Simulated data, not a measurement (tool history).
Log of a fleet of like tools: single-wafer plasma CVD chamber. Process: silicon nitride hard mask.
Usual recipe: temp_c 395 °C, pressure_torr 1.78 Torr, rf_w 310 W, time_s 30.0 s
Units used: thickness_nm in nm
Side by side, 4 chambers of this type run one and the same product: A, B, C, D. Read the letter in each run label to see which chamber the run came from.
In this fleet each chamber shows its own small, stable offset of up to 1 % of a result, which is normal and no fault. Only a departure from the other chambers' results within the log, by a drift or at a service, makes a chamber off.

run,hour,temp_c,pressure_torr,rf_w,time_s,hours since the last thermocouple change,hours since the last RF generator calibration,hours since the last manometer calibration,"read-back reference wafer on the same gauge, thickness_nm",thickness_nm
1C,5.4,395,1.78,310,30.0,1171.4,2065.6,926.7,33.006,36.335
2B,9.9,395,1.78,310,30.0,301.5,1435.7,2233.4,32.986,36.809
3A,13.9,395,1.78,310,30.0,1739.4,835.2,655.0,32.973,36.192
4D,18.9,395,1.78,310,30.0,648.5,187.0,1168.7,32.966,36.201
5A,22.2,395,1.78,310,30.0,1747.7,843.5,663.3,32.968,36.243
6C,26.5,395,1.78,310,30.0,1192.5,2086.7,947.8,32.960,36.267
7B,31.8,395,1.78,335,30.0,323.4,1457.6,2255.3,32.948,38.630
8D,34.4,395,1.78,335,30.0,664.0,202.5,1184.2,32.958,38.021
9C,37.8,395,1.78,335,30.0,1203.8,2098.0,959.1,32.951,38.104
# hour 41.2: chamber B: capacitance manometer re-zeroed and calibrated
10A,41.3,395,1.78,335,30.0,1766.8,862.6,682.4,32.939,38.018
11B,45.1,395,1.78,310,30.0,336.7,1470.9,3.9,32.937,36.768
12D,50.6,395,1.78,310,30.0,680.2,218.7,1200.4,32.931,36.069
13D,56.1,395,1.78,310,30.0,685.7,224.2,1205.9,32.921,36.146
14A,61.3,395,1.78,260,32.1,1786.8,882.6,702.4,32.919,34.374
15C,65.0,395,1.78,260,32.1,1231.0,2125.2,986.3,32.915,34.468
16B,70.8,395,1.78,260,32.1,362.4,1496.6,29.6,32.904,34.882
17D,76.4,395,1.78,260,32.1,706.0,244.5,1226.2,32.896,34.293
18A,79.7,395,1.78,310,30.0,1805.2,901.0,720.8,32.885,36.114
19C,83.4,395,1.78,310,30.0,1249.4,2143.6,1004.7,32.886,36.160
20B,86.2,395,2.03,355,30.0,377.8,1512.0,45.0,32.882,41.492
21B,89.2,395,2.03,355,30.0,380.8,1515.0,48.0,32.884,41.411
22C,94.6,395,2.03,355,30.0,1260.6,2154.8,1015.9,32.877,40.970
23A,98.2,395,2.03,355,30.0,1823.7,919.5,739.3,32.861,40.814
24D,103.1,395,1.78,310,30.0,732.7,271.2,1252.9,32.859,36.075
25D,108.5,395,1.78,310,30.0,738.1,276.6,1258.3,32.861,36.031

Is one chamber out of step, is the gauge drifting, or do the chambers differ by no more than their own small offsets? For an off chamber, give its letter and the likeliest cause.

Every chamber seems to shift together because the gauge that measures them all drifts; the chambers themselves are fine.
What lies behind it: gauge reads low (%) = 0.465.

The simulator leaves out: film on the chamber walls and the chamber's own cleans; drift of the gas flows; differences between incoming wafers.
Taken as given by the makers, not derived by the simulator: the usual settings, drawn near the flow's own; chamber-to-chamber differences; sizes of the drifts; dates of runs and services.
